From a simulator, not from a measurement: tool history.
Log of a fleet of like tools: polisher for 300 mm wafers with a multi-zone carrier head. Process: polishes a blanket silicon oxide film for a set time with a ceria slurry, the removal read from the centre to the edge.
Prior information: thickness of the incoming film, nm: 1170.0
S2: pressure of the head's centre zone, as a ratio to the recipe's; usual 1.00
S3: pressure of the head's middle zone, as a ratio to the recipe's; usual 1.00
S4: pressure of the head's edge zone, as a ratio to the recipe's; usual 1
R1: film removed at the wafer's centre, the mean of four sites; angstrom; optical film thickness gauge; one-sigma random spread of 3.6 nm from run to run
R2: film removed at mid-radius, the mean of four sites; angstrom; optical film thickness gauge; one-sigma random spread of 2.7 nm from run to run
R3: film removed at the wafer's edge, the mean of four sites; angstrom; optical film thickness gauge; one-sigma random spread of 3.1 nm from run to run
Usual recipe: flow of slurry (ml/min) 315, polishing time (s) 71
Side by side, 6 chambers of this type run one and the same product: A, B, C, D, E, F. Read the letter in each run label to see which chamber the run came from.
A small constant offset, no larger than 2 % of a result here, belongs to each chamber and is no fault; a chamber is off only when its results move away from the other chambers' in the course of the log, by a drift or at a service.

run 1C hour=6.5 | flow_of_slurry_(ml/min)=315 S2=1.00 S3=1.00 S4=1 polishing_time_(s)=71 | R1=3097.7 R2=3074.7 R3=3119.4
-- hour=10.0 chamber C: worn pad replaced by a new one
-- hour=12.4 chamber D: slurry nozzle cleaned
run 2A hour=13.7 | flow_of_slurry_(ml/min)=315 S2=1.00 S3=1.00 S4=1 polishing_time_(s)=71 | R1=3132.9 R2=3117.6 R3=3121.0
-- hour=15.6 chamber C: slurry nozzle cleaned
run 3E hour=26.0 | flow_of_slurry_(ml/min)=315 S2=1.00 S3=1.00 S4=1 polishing_time_(s)=71 | R1=3032.4 R2=3141.4 R3=3144.6
-- hour=29.5 chamber A: centre zone pressure recalibrated
run 4F hour=32.0 | flow_of_slurry_(ml/min)=315 S2=1.00 S3=1.00 S4=1 polishing_time_(s)=71 | R1=3109.7 R2=3126.7 R3=3059.7
-- hour=34.5 chamber B: worn pad replaced by a new one
-- hour=35.8 chamber C: edge zone pressure recalibrated
run 5B hour=39.9 | flow_of_slurry_(ml/min)=315 S2=1.00 S3=1.00 S4=1 polishing_time_(s)=71 | R1=3097.7 R2=3113.4 R3=3150.6
-- hour=41.9 chamber E: worn pad replaced by a new one
-- hour=45.9 chamber D: worn pad replaced by a new one
-- hour=46.0 chamber A: worn pad replaced by a new one
run 6D hour=49.7 | flow_of_slurry_(ml/min)=315 S2=1.00 S3=1.00 S4=1 polishing_time_(s)=71 | R1=3147.7 R2=3126.9 R3=3163.1
run 7A hour=56.2 | flow_of_slurry_(ml/min)=315 S2=1.00 S3=1.00 S4=1 polishing_time_(s)=71 | R1=3122.4 R2=3140.5 R3=3151.6
run 8F hour=63.1 | flow_of_slurry_(ml/min)=315 S2=1.00 S3=1.00 S4=1 polishing_time_(s)=71 | R1=3183.4 R2=3119.2 R3=3061.3
run 9E hour=75.6 | flow_of_slurry_(ml/min)=315 S2=1.00 S3=0.95 S4=1 polishing_time_(s)=71 | R1=3078.9 R2=3014.0 R3=3088.7
run 10D hour=81.7 | flow_of_slurry_(ml/min)=315 S2=1.00 S3=0.95 S4=1 polishing_time_(s)=71 | R1=3116.5 R2=2952.7 R3=3163.3
-- hour=84.6 chamber F: worn pad replaced by a new one
-- hour=85.4 chamber C: worn pad replaced by a new one
run 11C hour=88.8 | flow_of_slurry_(ml/min)=315 S2=1.00 S3=0.95 S4=1 polishing_time_(s)=71 | R1=3101.3 R2=2977.9 R3=3087.1
-- hour=96.5 chamber E: centre zone pressure recalibrated
run 12B hour=101.0 | flow_of_slurry_(ml/min)=315 S2=1.00 S3=0.95 S4=1 polishing_time_(s)=71 | R1=3089.8 R2=2947.1 R3=3090.3
run 13F hour=112.7 | flow_of_slurry_(ml/min)=315 S2=1.00 S3=0.95 S4=1 polishing_time_(s)=71 | R1=3197.6 R2=2941.5 R3=3035.8
run 14A hour=121.1 | flow_of_slurry_(ml/min)=315 S2=1.00 S3=0.95 S4=1 polishing_time_(s)=71 | R1=3114.1 R2=3018.6 R3=3146.7
-- hour=126.2 chamber D: worn pad replaced by a new one
-- hour=126.3 chamber E: worn pad replaced by a new one
run 15C hour=131.2 | flow_of_slurry_(ml/min)=315 S2=1.00 S3=1.00 S4=1 polishing_time_(s)=71 | R1=3153.5 R2=3086.5 R3=3128.1
run 16D hour=140.5 | flow_of_slurry_(ml/min)=315 S2=1.00 S3=1.00 S4=1 polishing_time_(s)=71 | R1=3183.6 R2=3111.1 R3=3128.5
run 17B hour=150.9 | flow_of_slurry_(ml/min)=315 S2=1.00 S3=1.00 S4=1 polishing_time_(s)=71 | R1=3150.1 R2=3044.5 R3=3075.7
-- hour=153.4 chamber F: slurry nozzle cleaned
run 18E hour=161.1 | flow_of_slurry_(ml/min)=315 S2=1.00 S3=1.00 S4=1 polishing_time_(s)=71 | R1=3051.6 R2=3070.3 R3=3072.9
-- hour=161.3 chamber B: worn pad replaced by a new one
-- hour=165.6 chamber A: worn pad replaced by a new one
run 19D hour=169.2 | flow_of_slurry_(ml/min)=315 S2=1.00 S3=1.00 S4=1 polishing_time_(s)=71 | R1=3144.7 R2=3095.6 R3=3170.7
-- hour=169.8 chamber C: worn pad replaced by a new one
run 20B hour=177.9 | flow_of_slurry_(ml/min)=315 S2=1.00 S3=1.00 S4=1 polishing_time_(s)=71 | R1=3119.0 R2=3108.2 R3=3114.3
-- hour=178.6 chamber F: worn pad replaced by a new one
run 21A hour=186.2 | flow_of_slurry_(ml/min)=315 S2=1.00 S3=1.00 S4=1 polishing_time_(s)=71 | R1=3104.7 R2=3122.2 R3=3143.2
run 22E hour=194.6 | flow_of_slurry_(ml/min)=315 S2=1.00 S3=1.00 S4=1 polishing_time_(s)=71 | R1=3089.1 R2=3109.0 R3=3132.6
-- hour=203.2 chamber E: worn pad replaced by a new one
-- hour=207.8 chamber D: worn pad replaced by a new one
run 23F hour=208.2 | flow_of_slurry_(ml/min)=260 S2=1.00 S3=1.00 S4=1 polishing_time_(s)=50 | R1=2157.4 R2=2166.5 R3=2118.2
run 24C hour=215.5 | flow_of_slurry_(ml/min)=260 S2=1.00 S3=1.00 S4=1 polishing_time_(s)=50 | R1=2176.2 R2=2143.9 R3=2148.3
run 25B hour=227.5 | flow_of_slurry_(ml/min)=260 S2=1.00 S3=1.00 S4=1 polishing_time_(s)=50 | R1=2137.3 R2=2108.5 R3=2168.1
run 26E hour=236.2 | flow_of_slurry_(ml/min)=260 S2=1.00 S3=1.00 S4=1 polishing_time_(s)=50 | R1=2123.4 R2=2164.7 R3=2156.1
-- hour=240.6 chamber C: worn pad replaced by a new one
run 27A hour=244.7 | flow_of_slurry_(ml/min)=260 S2=1.00 S3=1.00 S4=1 polishing_time_(s)=50 | R1=2151.7 R2=2169.7 R3=2195.7
run 28C hour=254.7 | flow_of_slurry_(ml/min)=260 S2=1.00 S3=1.00 S4=1 polishing_time_(s)=50 | R1=2183.8 R2=2156.3 R3=2174.4
run 29D hour=264.3 | flow_of_slurry_(ml/min)=315 S2=1.00 S3=1.00 S4=1 polishing_time_(s)=71 | R1=3127.4 R2=3112.9 R3=3128.2
-- hour=265.6 chamber A: slurry nozzle cleaned
-- hour=268.8 chamber A: worn pad replaced by a new one
run 30F hour=270.3 | flow_of_slurry_(ml/min)=315 S2=1.00 S3=1.00 S4=1 polishing_time_(s)=71 | R1=3108.7 R2=3165.6 R3=3040.2
-- hour=270.5 chamber E: worn pad replaced by a new one
-- hour=272.0 chamber B: worn pad replaced by a new one
run 31C hour=277.4 | flow_of_slurry_(ml/min)=315 S2=1.00 S3=1.00 S4=1 polishing_time_(s)=71 | R1=3126.5 R2=3082.8 R3=3075.7
run 32A hour=289.6 | flow_of_slurry_(ml/min)=315 S2=1.00 S3=1.00 S4=1 polishing_time_(s)=71 | R1=3148.0 R2=3129.0 R3=3133.6
-- hour=293.3 chamber D: worn pad replaced by a new one
run 33F hour=296.3 | flow_of_slurry_(ml/min)=315 S2=1.00 S3=1.00 S4=1 polishing_time_(s)=71 | R1=3139.5 R2=3188.5 R3=3085.6
-- hour=298.3 chamber F: worn pad replaced by a new one
run 34D hour=305.1 | flow_of_slurry_(ml/min)=315 S2=1.00 S3=1.00 S4=1 polishing_time_(s)=71 | R1=3142.2 R2=3106.5 R3=3141.4
-- hour=306.2 chamber D: slurry nozzle cleaned
run 35B hour=314.2 | flow_of_slurry_(ml/min)=315 S2=1.00 S3=1.00 S4=1 polishing_time_(s)=71 | R1=3153.0 R2=3103.9 R3=3139.8
-- hour=321.9 chamber C: centre zone pressure recalibrated
-- hour=322.2 chamber C: worn pad replaced by a new one
run 36E hour=323.7 | flow_of_slurry_(ml/min)=315 S2=1.00 S3=1.00 S4=1 polishing_time_(s)=87 | R1=3752.3 R2=3809.9 R3=3833.2
-- hour=326.5 chamber E: slurry nozzle cleaned
run 37A hour=332.4 | flow_of_slurry_(ml/min)=315 S2=1.00 S3=1.00 S4=1 polishing_time_(s)=87 | R1=3842.4 R2=3804.9 R3=3816.0
run 38F hour=340.3 | flow_of_slurry_(ml/min)=315 S2=1.00 S3=1.00 S4=1 polishing_time_(s)=87 | R1=3920.8 R2=3828.9 R3=3775.7
run 39C hour=352.2 | flow_of_slurry_(ml/min)=315 S2=1.00 S3=1.00 S4=1 polishing_time_(s)=87 | R1=3806.3 R2=3801.7 R3=3757.4
-- hour=358.6 chamber E: worn pad replaced by a new one
run 40D hour=360.4 | flow_of_slurry_(ml/min)=315 S2=1.00 S3=1.00 S4=1 polishing_time_(s)=87 | R1=3851.7 R2=3817.2 R3=3836.6
run 41B hour=368.4 | flow_of_slurry_(ml/min)=315 S2=1.00 S3=1.00 S4=1 polishing_time_(s)=87 | R1=3902.6 R2=3844.6 R3=3861.4
run 42E hour=375.7 | flow_of_slurry_(ml/min)=315 S2=1.00 S3=1.00 S4=1 polishing_time_(s)=71 | R1=3110.1 R2=3129.0 R3=3152.9

Does one chamber stand apart from the rest, does the shared gauge drift, or is all well apart from small per-chamber offsets? Give the chamber and the most likely cause, where there is one.

No chamber stands off beyond its own small offset, and the gauge holds steady.
